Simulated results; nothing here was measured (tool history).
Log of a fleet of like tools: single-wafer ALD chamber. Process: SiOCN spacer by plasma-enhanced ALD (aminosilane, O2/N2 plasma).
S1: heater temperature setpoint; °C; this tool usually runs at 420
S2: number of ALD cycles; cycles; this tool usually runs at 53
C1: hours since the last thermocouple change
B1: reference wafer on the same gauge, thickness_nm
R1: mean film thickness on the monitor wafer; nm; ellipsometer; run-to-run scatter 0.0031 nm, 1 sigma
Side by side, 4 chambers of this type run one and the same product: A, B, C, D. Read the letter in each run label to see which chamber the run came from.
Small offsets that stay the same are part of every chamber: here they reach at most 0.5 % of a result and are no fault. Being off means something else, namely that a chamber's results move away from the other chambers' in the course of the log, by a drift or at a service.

run	day	S1	S2	C1	B1	R1
1C	0.429	420	53	876.6	3.1394	3.0157
2D	0.817	420	53	1062.2	3.1396	2.9968
3B	1.512	420	53	898.9	3.1393	3.0160
4A	1.967	420	53	994.3	3.1387	3.0056
5D	2.512	420	53	1102.9	3.1379	2.9884
6B	2.842	420	45	930.8	3.1380	2.5615
7C	3.258	420	45	944.5	3.1373	2.5645
8A	3.804	420	45	1038.4	3.1368	2.5518
# day 4.388: chamber D: thermocouple changed; heater temperature recalibrated
9C	4.438	420	45	972.8	3.1364	2.5631
10B	5.125	429	53	985.6	3.1362	2.9278
11D	5.429	429	53	25.0	3.1359	2.9050
12A	5.925	429	53	1089.3	3.1352	2.9168
13A	6.475	429	53	1102.5	3.1352	2.9137
14C	6.892	420	53	1031.7	3.1352	3.0113
15D	7.317	420	53	70.3	3.1341	2.9853
16B	7.758	420	53	1048.8	3.1344	3.0154
17C	8.392	420	53	1067.7	3.1344	3.0118
18D	9.004	420	53	110.8	3.1332	2.9813
19A	9.346	420	53	1171.4	3.1324	2.9988
20B	9.929	420	53	1100.9	3.1326	3.0137
21C	10.362	413	45	1115.0	3.1319	2.6152
22A	10.796	413	45	1206.2	3.1320	2.6042
23B	11.492	413	45	1138.4	3.1310	2.6175
24D	12.079	413	45	184.6	3.1296	2.5850
25C	12.479	420	53	1165.8	3.1295	3.0129
26A	13.062	420	53	1260.6	3.1299	2.9968
27D	13.392	420	53	216.1	3.1289	2.9864
28B	13.904	420	53	1196.3	3.1281	3.0033
29B	14.562	420	53	1212.1	3.1287	3.0127
30C	15.171	420	53	1230.4	3.1283	3.0032
31A	15.729	420	53	1324.6	3.1280	2.9938
32D	16.125	420	53	281.7	3.1277	2.9845

Which is it: a chamber that has drifted or been left off by a service, a gauge drift common to all chambers, or only each chamber's usual small offset? If a chamber is off, name it and its likeliest cause.

The gauge drifts, so all chambers seem to drift together. No chamber is off.
What lies behind it: gauge reads low (%) = 0.421.

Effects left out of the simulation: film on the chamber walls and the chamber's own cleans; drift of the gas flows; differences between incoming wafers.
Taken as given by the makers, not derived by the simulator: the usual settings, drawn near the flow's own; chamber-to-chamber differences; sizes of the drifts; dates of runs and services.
